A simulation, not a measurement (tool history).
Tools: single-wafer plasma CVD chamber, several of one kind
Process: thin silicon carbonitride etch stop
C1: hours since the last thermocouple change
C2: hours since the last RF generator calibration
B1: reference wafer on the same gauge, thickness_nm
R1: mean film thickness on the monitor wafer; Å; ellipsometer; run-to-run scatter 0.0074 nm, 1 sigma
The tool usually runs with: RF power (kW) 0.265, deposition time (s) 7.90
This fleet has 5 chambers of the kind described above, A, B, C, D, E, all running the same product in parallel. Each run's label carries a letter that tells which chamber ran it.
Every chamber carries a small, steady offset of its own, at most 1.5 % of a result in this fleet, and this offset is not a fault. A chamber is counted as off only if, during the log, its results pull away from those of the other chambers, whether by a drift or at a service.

Run 1A, day 0.496: usual settings; C1 1074.2; C2 1356.4; B1 5.5364. Result: R1 48.439 Å.
Run 2B, day 0.762: usual settings; C1 1355.7; C2 579.9; B1 5.5387. Result: R1 48.350 Å.
Run 3D, day 1.171: usual settings; C1 1643.7; C2 2019.6; B1 5.5354. Result: R1 48.725 Å.
Run 4C, day 1.529: usual settings; C1 668.6; C2 560.3; B1 5.5363. Result: R1 49.053 Å.
Run 5E, day 1.762: usual settings; C1 2411.8; C2 1540.1; B1 5.5345. Result: R1 48.766 Å.
At day 2.079: chamber B: thermocouple changed; heater temperature recalibrated.
Run 6A, day 2.183: usual settings; C1 1114.7; C2 1396.9; B1 5.5337. Result: R1 48.400 Å.
Run 7C, day 2.421: usual settings; C1 690.0; C2 581.7; B1 5.5338. Result: R1 49.103 Å.
Run 8B, day 2.892: usual settings; C1 19.5; C2 631.0; B1 5.5303. Result: R1 48.174 Å.
Run 9D, day 3.308: usual settings; C1 1695.0; C2 2070.9; B1 5.5310. Result: R1 48.626 Å.
Run 10E, day 3.708: usual settings; C1 2458.5; C2 1586.8; B1 5.5282. Result: R1 48.618 Å.
Run 11C, day 3.946: usual settings; C1 726.6; C2 618.3; B1 5.5283. Result: R1 49.158 Å.
Run 12D, day 4.371: usual settings but RF power (kW) 0.295, deposition time (s) 7.27; C1 1720.5; C2 2096.4; B1 5.5264. Result: R1 46.119 Å.
Run 13E, day 4.850: usual settings but RF power (kW) 0.295, deposition time (s) 7.27; C1 2485.9; C2 1614.2; B1 5.5268. Result: R1 46.245 Å.
Run 14B, day 5.179: usual settings but RF power (kW) 0.295, deposition time (s) 7.27; C1 74.4; C2 685.9; B1 5.5277. Result: R1 45.809 Å.
Run 15A, day 5.567: usual settings but RF power (kW) 0.295, deposition time (s) 7.27; C1 1195.9; C2 1478.1; B1 5.5258. Result: R1 45.920 Å.
Run 16C, day 6.058: usual settings but RF power (kW) 0.295, deposition time (s) 7.27; C1 777.3; C2 669.0; B1 5.5226. Result: R1 46.625 Å.
Run 17B, day 6.425: usual settings; C1 104.3; C2 715.8; B1 5.5222. Result: R1 48.090 Å.
Run 18D, day 6.796: usual settings; C1 1778.7; C2 2154.6; B1 5.5219. Result: R1 48.596 Å.
Run 19E, day 7.304: usual settings; C1 2544.8; C2 1673.1; B1 5.5181. Result: R1 48.579 Å.
At day 7.562: chamber D: thermocouple changed; heater temperature recalibrated.
Run 20A, day 7.733: usual settings; C1 1247.9; C2 1530.1; B1 5.5177. Result: R1 48.248 Å.
Run 21A, day 7.988: usual settings; C1 1254.0; C2 1536.2; B1 5.5143. Result: R1 48.280 Å.
Run 22C, day 8.325: usual settings; C1 831.7; C2 723.4; B1 5.5129. Result: R1 49.003 Å.
At day 8.454: chamber A: thermocouple changed; heater temperature recalibrated.
At day 8.625: chamber C: RF generator calibrated.
Run 23D, day 8.738: usual settings; C1 28.2; C2 2201.2; B1 5.5135. Result: R1 48.502 Å.
At day 9.042: chamber B: RF generator calibrated.
Run 24B, day 9.192: usual settings; C1 170.7; C2 3.6; B1 5.5140. Result: R1 48.187 Å.
Run 25E, day 9.454: usual settings; C1 2596.4; C2 1724.7; B1 5.5117. Result: R1 48.593 Å.
Run 26A, day 9.729: usual settings but RF power (kW) 0.305, deposition time (s) 9.12; C1 30.6; C2 1578.0; B1 5.5117. Result: R1 58.023 Å.
Run 27E, day 10.158: usual settings but RF power (kW) 0.305, deposition time (s) 9.12; C1 2613.3; C2 1741.6; B1 5.5084. Result: R1 58.620 Å.
Run 28D, day 10.462: usual settings but RF power (kW) 0.305, deposition time (s) 9.12; C1 69.6; C2 2242.6; B1 5.5104. Result: R1 58.430 Å.
Run 29B, day 10.988: usual settings but RF power (kW) 0.305, deposition time (s) 9.12; C1 213.8; C2 46.7; B1 5.5078. Result: R1 57.860 Å.
Run 30C, day 11.400: usual settings but RF power (kW) 0.305, deposition time (s) 9.12; C1 905.5; C2 66.6; B1 5.5050. Result: R1 58.727 Å.

Predict what each chamber gives when all 5 of them run the settings below next.
Run 31A, day 11.775: usual settings but deposition time (s) 7.20. Result: R1 ?.
Run 31B, day 11.775: usual settings but deposition time (s) 7.20. Result: R1 ?.
Run 31C, day 11.775: usual settings but deposition time (s) 7.20. Result: R1 ?.
Run 31D, day 11.775: usual settings but deposition time (s) 7.20. Result: R1 ?.
Run 31E, day 11.775: usual settings but deposition time (s) 7.20. Result: R1 ?.

run      R1
31A  43.783
31B  43.692
31C  44.578
31D  44.284
31E  44.052
